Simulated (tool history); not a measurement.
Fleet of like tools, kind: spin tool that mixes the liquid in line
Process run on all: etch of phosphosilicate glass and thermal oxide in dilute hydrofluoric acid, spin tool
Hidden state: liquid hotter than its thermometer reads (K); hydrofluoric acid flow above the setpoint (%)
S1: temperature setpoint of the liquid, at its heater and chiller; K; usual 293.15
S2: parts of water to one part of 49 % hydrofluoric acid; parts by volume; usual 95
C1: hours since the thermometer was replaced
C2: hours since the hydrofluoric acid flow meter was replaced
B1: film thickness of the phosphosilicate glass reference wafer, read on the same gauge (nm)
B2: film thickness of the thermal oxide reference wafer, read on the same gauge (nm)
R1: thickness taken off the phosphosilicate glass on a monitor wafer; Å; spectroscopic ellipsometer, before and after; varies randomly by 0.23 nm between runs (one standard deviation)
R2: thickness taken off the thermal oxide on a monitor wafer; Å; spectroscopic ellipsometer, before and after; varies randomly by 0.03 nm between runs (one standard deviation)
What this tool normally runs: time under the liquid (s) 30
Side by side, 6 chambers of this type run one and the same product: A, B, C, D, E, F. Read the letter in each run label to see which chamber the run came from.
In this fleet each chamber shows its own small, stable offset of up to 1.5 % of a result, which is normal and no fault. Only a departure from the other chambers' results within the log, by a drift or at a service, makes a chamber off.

run 1B hour=7.2 | S1=293.15 S2=95 time_under_the_liquid_(s)=30 | C1=545.6 C2=970.5 | B1=89.997 B2=49.969 | R1=543.64 R2=13.598
run 2F hour=21.7 | S1=293.15 S2=95 time_under_the_liquid_(s)=30 | C1=195.7 C2=472.7 | B1=90.018 B2=50.015 | R1=540.9 R2=13.409
-- hour=31.7 chamber B: thermometer replaced
run 3A hour=32.1 | S1=293.15 S2=95 time_under_the_liquid_(s)=30 | C1=36.9 C2=49.5 | B1=90.009 B2=49.982 | R1=537.92 R2=13.129
run 4C hour=39.2 | S1=293.15 S2=95 time_under_the_liquid_(s)=30 | C1=401.2 C2=385.3 | B1=89.987 B2=50.012 | R1=550.11 R2=13.159
run 5E hour=48.5 | S1=297.15 S2=95 time_under_the_liquid_(s)=40 | C1=1151.3 C2=333.4 | B1=90.004 B2=49.997 | R1=831.66 R2=20.604
run 6D hour=59 | S1=297.15 S2=95 time_under_the_liquid_(s)=40 | C1=155.9 C2=681.8 | B1=89.992 B2=50.004 | R1=849.45 R2=20.543
run 7F hour=67.1 | S1=297.15 S2=95 time_under_the_liquid_(s)=40 | C1=241.1 C2=518.1 | B1=89.982 B2=49.975 | R1=849.79 R2=20.913
run 8D hour=78.1 | S1=297.15 S2=95 time_under_the_liquid_(s)=40 | C1=175 C2=700.9 | B1=90.004 B2=50.009 | R1=845.31 R2=21.47
run 9B hour=92.2 | S1=297.15 S2=95 time_under_the_liquid_(s)=40 | C1=60.6 C2=1055.5 | B1=90.006 B2=49.995 | R1=849.19 R2=20.974
run 10C hour=104 | S1=297.15 S2=95 time_under_the_liquid_(s)=40 | C1=466 C2=450.1 | B1=90.022 B2=49.987 | R1=857.52 R2=20.809
run 11E hour=114.2 | S1=293.15 S2=115 time_under_the_liquid_(s)=15 | C1=1217 C2=399.1 | B1=90.02 B2=50.022 | R1=212.92 R2=5.0083
run 12A hour=127.2 | S1=293.15 S2=115 time_under_the_liquid_(s)=15 | C1=132 C2=144.6 | B1=89.981 B2=50.004 | R1=218.48 R2=5.2537
run 13D hour=137 | S1=293.15 S2=115 time_under_the_liquid_(s)=15 | C1=233.9 C2=759.8 | B1=90.016 B2=50.026 | R1=218.36 R2=5.2596
run 14C hour=145 | S1=293.15 S2=115 time_under_the_liquid_(s)=15 | C1=507 C2=491.1 | B1=90.017 B2=49.977 | R1=221.81 R2=5.4155
run 15B hour=153.5 | S1=293.15 S2=115 time_under_the_liquid_(s)=15 | C1=121.9 C2=1116.8 | B1=89.976 B2=50.03 | R1=220.12 R2=5.4728
run 16E hour=164.6 | S1=293.15 S2=115 time_under_the_liquid_(s)=15 | C1=1267.4 C2=449.5 | B1=90.014 B2=49.973 | R1=214.97 R2=5.2804
run 17F hour=172.2 | S1=293.15 S2=95 time_under_the_liquid_(s)=30 | C1=346.2 C2=623.2 | B1=90.006 B2=49.997 | R1=538.24 R2=13.508
run 18A hour=180.6 | S1=293.15 S2=95 time_under_the_liquid_(s)=30 | C1=185.4 C2=198 | B1=90.01 B2=50.008 | R1=537.37 R2=12.409
run 19A hour=194.2 | S1=293.15 S2=75 time_under_the_liquid_(s)=30 | C1=199 C2=211.6 | B1=90.019 B2=49.968 | R1=698.55 R2=16.838
run 20B hour=205.7 | S1=293.15 S2=75 time_under_the_liquid_(s)=30 | C1=174.1 C2=1169 | B1=90.027 B2=50.002 | R1=695.44 R2=16.964
run 21C hour=215.4 | S1=293.15 S2=75 time_under_the_liquid_(s)=30 | C1=577.4 C2=561.5 | B1=90.009 B2=49.989 | R1=709.26 R2=17.376
run 22F hour=227.2 | S1=293.15 S2=75 time_under_the_liquid_(s)=30 | C1=401.2 C2=678.2 | B1=90.013 B2=49.989 | R1=701.17 R2=17.105
run 23E hour=238.2 | S1=293.15 S2=75 time_under_the_liquid_(s)=30 | C1=1341 C2=523.1 | B1=89.998 B2=50.028 | R1=697.26 R2=17.425
run 24D hour=247 | S1=293.15 S2=75 time_under_the_liquid_(s)=30 | C1=343.9 C2=869.8 | B1=90.008 B2=50.006 | R1=705.56 R2=17.526
run 25F hour=259.5 | S1=293.15 S2=95 time_under_the_liquid_(s)=30 | C1=433.5 C2=710.5 | B1=90.014 B2=50.015 | R1=545.69 R2=13.379
run 26C hour=270.5 | S1=293.15 S2=95 time_under_the_liquid_(s)=30 | C1=632.5 C2=616.6 | B1=90 B2=49.992 | R1=549.13 R2=12.817
run 27B hour=280 | S1=293.15 S2=95 time_under_the_liquid_(s)=20 | C1=248.4 C2=1243.3 | B1=89.981 B2=50.037 | R1=360.65 R2=9.0362
run 28D hour=290.1 | S1=293.15 S2=95 time_under_the_liquid_(s)=20 | C1=387 C2=912.9 | B1=89.981 B2=50.032 | R1=361.98 R2=8.6132
run 29E hour=297.3 | S1=293.15 S2=95 time_under_the_liquid_(s)=20 | C1=1400.1 C2=582.2 | B1=90.022 B2=50.003 | R1=352.4 R2=8.7023
run 30A hour=306.9 | S1=293.15 S2=95 time_under_the_liquid_(s)=20 | C1=311.7 C2=324.3 | B1=90.004 B2=50.015 | R1=357.27 R2=8.8825
run 31C hour=318.7 | S1=293.15 S2=95 time_under_the_liquid_(s)=20 | C1=680.7 C2=664.8 | B1=89.987 B2=50.005 | R1=369.49 R2=8.8628
run 32E hour=327.7 | S1=293.15 S2=95 time_under_the_liquid_(s)=20 | C1=1430.5 C2=612.6 | B1=90.002 B2=49.992 | R1=356.84 R2=8.4319
run 33D hour=335.1 | S1=293.15 S2=95 time_under_the_liquid_(s)=30 | C1=432 C2=957.9 | B1=90.041 B2=50.017 | R1=541.01 R2=13.015
run 34F hour=347 | S1=293.15 S2=95 time_under_the_liquid_(s)=30 | C1=521 C2=798 | B1=89.966 B2=50.001 | R1=538.63 R2=13.751
run 35A hour=361.4 | S1=293.15 S2=95 time_under_the_liquid_(s)=30 | C1=366.2 C2=378.8 | B1=89.982 B2=49.989 | R1=537.5 R2=13.119
run 36B hour=368.8 | S1=293.15 S2=95 time_under_the_liquid_(s)=30 | C1=337.2 C2=1332.1 | B1=89.996 B2=50.011 | R1=545.28 R2=13.675
run 37B hour=382.4 | S1=293.15 S2=95 time_under_the_liquid_(s)=30 | C1=350.8 C2=1345.7 | B1=89.986 B2=50.022 | R1=540.68 R2=13.739
run 38C hour=389.6 | S1=293.15 S2=95 time_under_the_liquid_(s)=45 | C1=751.6 C2=735.7 | B1=90.02 B2=50.014 | R1=818.03 R2=19.699
run 39E hour=397.7 | S1=293.15 S2=95 time_under_the_liquid_(s)=45 | C1=1500.5 C2=682.6 | B1=90.013 B2=50.033 | R1=800.96 R2=20.487
run 40A hour=412.1 | S1=293.15 S2=95 time_under_the_liquid_(s)=45 | C1=416.9 C2=429.5 | B1=89.985 B2=50.005 | R1=807.62 R2=18.989
run 41F hour=426.3 | S1=293.15 S2=95 time_under_the_liquid_(s)=45 | C1=600.3 C2=877.3 | B1=90.001 B2=49.97 | R1=808.09 R2=19.746

Read the log: is a single chamber off, either drifting away or since a service, is the gauge that measures every chamber drifting, or is nothing wrong beyond small per-chamber offsets? Name any odd chamber and what most likely caused it.

No chamber stands off beyond its own small offset, and the gauge holds steady.
